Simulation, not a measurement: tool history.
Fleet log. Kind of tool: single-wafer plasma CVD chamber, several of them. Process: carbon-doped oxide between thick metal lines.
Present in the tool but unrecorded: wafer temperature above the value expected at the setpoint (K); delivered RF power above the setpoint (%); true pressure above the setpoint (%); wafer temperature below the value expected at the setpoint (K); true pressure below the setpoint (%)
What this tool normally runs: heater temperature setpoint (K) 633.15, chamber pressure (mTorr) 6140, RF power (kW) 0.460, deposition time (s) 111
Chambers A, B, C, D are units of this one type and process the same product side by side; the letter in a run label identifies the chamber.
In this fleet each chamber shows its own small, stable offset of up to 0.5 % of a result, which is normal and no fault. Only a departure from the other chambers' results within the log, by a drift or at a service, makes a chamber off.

run	hour	heater temperature setpoint (K)	chamber pressure (mTorr)	RF power (kW)	deposition time (s)	hours since the last thermocouple change	hours since the last RF generator calibration	hours since the last manometer calibration	read-back reference wafer on the same gauge, thickness_nm	mean film thickness on the monitor wafer (nm)
1B	2.6	633.15	6140	0.460	111	965.3	345.0	996.2	555.94	530.20
2A	6.1	633.15	6140	0.460	111	153.8	1143.9	1565.7	556.02	532.63
3C	10.4	633.15	6140	0.460	111	1121.2	1400.6	1391.9	556.03	534.90
4D	14.7	633.15	6140	0.460	111	839.9	78.9	1046.7	556.16	531.61
5A	17.4	633.15	6140	0.460	111	165.1	1155.2	1577.0	556.32	532.19
6C	21.0	633.15	6140	0.460	111	1131.8	1411.2	1402.5	556.26	536.62
# hour 21.3: chamber D: capacitance manometer re-zeroed and calibrated
7B	23.7	633.15	6140	0.460	111	986.4	366.1	1017.3	556.37	531.46
8D	26.2	633.15	6140	0.460	111	851.4	90.4	5.0	556.44	532.13
9D	28.8	633.15	6140	0.460	111	854.0	93.0	7.6	556.48	532.67
10B	33.7	633.15	6140	0.460	111	996.4	376.1	1027.3	556.69	532.84
11C	35.9	633.15	6140	0.460	111	1146.7	1426.1	1417.4	556.56	536.37
12A	38.5	633.15	6140	0.505	120	186.2	1176.3	1598.1	556.74	610.56
13D	41.9	633.15	6140	0.505	120	867.1	106.1	20.7	556.86	608.95
14B	46.2	633.15	6140	0.505	120	1008.9	388.6	1039.8	556.81	609.63
15A	49.9	633.15	6140	0.505	120	197.6	1187.7	1609.5	556.88	609.59
16C	54.5	620.15	6140	0.460	111	1165.3	1444.7	1436.0	556.81	553.73
17A	57.1	620.15	6140	0.460	111	204.8	1194.9	1616.7	556.96	550.02
18C	60.8	620.15	6140	0.460	111	1171.6	1451.0	1442.3	556.93	554.05
19B	63.7	620.15	6140	0.460	111	1026.4	406.1	1057.3	557.00	549.27
20D	67.6	633.15	6140	0.460	111	892.8	131.8	46.4	557.17	531.75
21B	70.8	633.15	6140	0.460	111	1033.5	413.2	1064.4	557.05	532.21
22D	73.8	633.15	6140	0.460	111	899.0	138.0	52.6	557.24	533.10
23C	77.2	633.15	6140	0.460	111	1188.0	1467.4	1458.7	557.22	536.75
24A	79.5	633.15	6140	0.460	111	227.2	1217.3	1639.1	557.30	533.46
25A	83.2	633.15	6140	0.545	126	230.9	1221.0	1642.8	557.39	672.27
26B	87.2	633.15	6140	0.545	126	1049.9	429.6	1080.8	557.41	671.61
27D	91.2	633.15	6140	0.545	126	916.4	155.4	70.0	557.60	671.26
28C	95.4	633.15	6140	0.545	126	1206.2	1485.6	1476.9	557.65	674.14
29B	97.5	633.15	6140	0.460	129	1060.2	439.9	1091.1	557.68	620.36
30D	99.8	633.15	6140	0.460	129	925.0	164.0	78.6	557.68	619.01
31A	103.2	633.15	6140	0.460	129	250.9	1241.0	1662.8	557.69	618.68
32C	106.3	633.15	6140	0.460	129	1217.1	1496.5	1487.8	557.78	623.44
33C	110.0	633.15	6140	0.460	111	1220.8	1500.2	1491.5	557.67	536.78
34B	113.2	633.15	6140	0.460	111	1075.9	455.6	1106.8	557.91	533.22
35D	116.4	633.15	6140	0.460	111	941.6	180.6	95.2	558.03	532.83
36A	121.1	633.15	6140	0.460	111	268.8	1258.9	1680.7	557.87	533.58
37B	124.9	633.15	6140	0.460	111	1087.6	467.3	1118.5	558.16	534.22
38A	129.5	633.15	6140	0.460	111	277.2	1267.3	1689.1	558.12	534.81
39D	132.5	633.15	6140	0.460	111	957.7	196.7	111.3	558.20	533.02
40C	137.3	633.15	6140	0.460	111	1248.1	1527.5	1518.8	558.33	537.33
41A	140.9	633.15	6140	0.460	111	288.6	1278.7	1700.5	558.29	533.21
42B	145.1	633.15	6140	0.460	111	1107.8	487.5	1138.7	558.36	533.63
43C	149.0	633.15	6140	0.460	111	1259.8	1539.2	1530.5	558.45	537.23
44D	152.6	633.15	6140	0.460	111	977.8	216.8	131.4	558.58	534.26

Which is it: a chamber that has drifted or been left off by a service, a gauge drift common to all chambers, or only each chamber's usual small offset? If a chamber is off, name it and its likeliest cause.

No chamber is off; the gauge reading every chamber's wafers drifts, which makes the whole fleet appear to move together.
Cause: gauge reads high (%) = 0.454.
